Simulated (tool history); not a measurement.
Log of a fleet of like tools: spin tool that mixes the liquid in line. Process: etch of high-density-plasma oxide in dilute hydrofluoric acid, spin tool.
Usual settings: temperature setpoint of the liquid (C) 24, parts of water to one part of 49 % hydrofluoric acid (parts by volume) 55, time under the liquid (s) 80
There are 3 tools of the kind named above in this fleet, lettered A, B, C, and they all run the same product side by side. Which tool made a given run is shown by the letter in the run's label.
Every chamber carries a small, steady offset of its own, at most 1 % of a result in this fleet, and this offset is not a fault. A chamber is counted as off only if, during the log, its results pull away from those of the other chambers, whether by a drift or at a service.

run,hour,temperature setpoint of the liquid (C),parts of water to one part of 49 % hydrofluoric acid (parts by volume),time under the liquid (s),hours since the thermometer was replaced,hours since the hydrofluoric acid flow meter was replaced,"read-back film thickness of the high-density-plasma oxide reference wafer, read on the same gauge (nm)",thickness taken off the high-density-plasma oxide on a monitor wafer (Å)
1A,6.7,24,55,80,906.5,814.1,89.999,110.68
2C,14.8,24,55,80,1390.2,248.4,89.978,110.39
3B,19,24,55,80,397.9,1282,90.019,110.68
4B,24,24,55,80,402.9,1287,90.021,112.35
5C,30.4,24,55,80,1405.8,264,90.029,110.31
6A,38.6,24,55,80,938.4,846,89.971,111.68
7A,44.7,24,55,80,944.5,852.1,89.984,111.04
8C,50.1,24,55,80,1425.5,283.7,90.007,111.38
9B,55.4,24,55,80,434.3,1318.4,89.967,109.13
10C,63.1,24,55,50,1438.5,296.7,90.008,69.389
11A,69.1,24,55,50,968.9,876.5,90.007,69.458
12B,76.9,24,55,50,455.8,1339.9,90.011,67.044
13C,81,24,55,80,1456.4,314.6,89.99,109.36
14B,89,24,55,80,467.9,1352,89.952,106.54
15A,95.8,24,55,80,995.6,903.2,90.02,111.75
16B,103.6,24,55,80,482.5,1366.6,90.004,108.63
17C,110.9,24,55,80,1486.3,344.5,90.024,108.47
18A,115.6,24,55,80,1015.4,923,90.024,111.61
19A,121.7,24,55,80,1021.5,929.1,90.01,111.04
20C,127.4,25.5,55,120,1502.8,361,90.022,175.64
21B,131.9,25.5,55,120,510.8,1394.9,90.019,166.61
22B,136.5,25.5,55,120,515.4,1399.5,90.021,167.99
23C,143.8,24,55,80,1519.2,377.4,89.971,110.93
24A,149.9,24,55,80,1049.7,957.3,90.005,111.19

For the next run the whole fleet of 3 chambers uses the same settings. Give each chamber's results:
25A,156,19.5,55,80,,,,?
25B,156,19.5,55,80,,,,?
25C,156,19.5,55,80,,,,?

run,thickness taken off the high-density-plasma oxide on a monitor wafer (Å)
25A,91.263
25B,85.719
25C,91.247
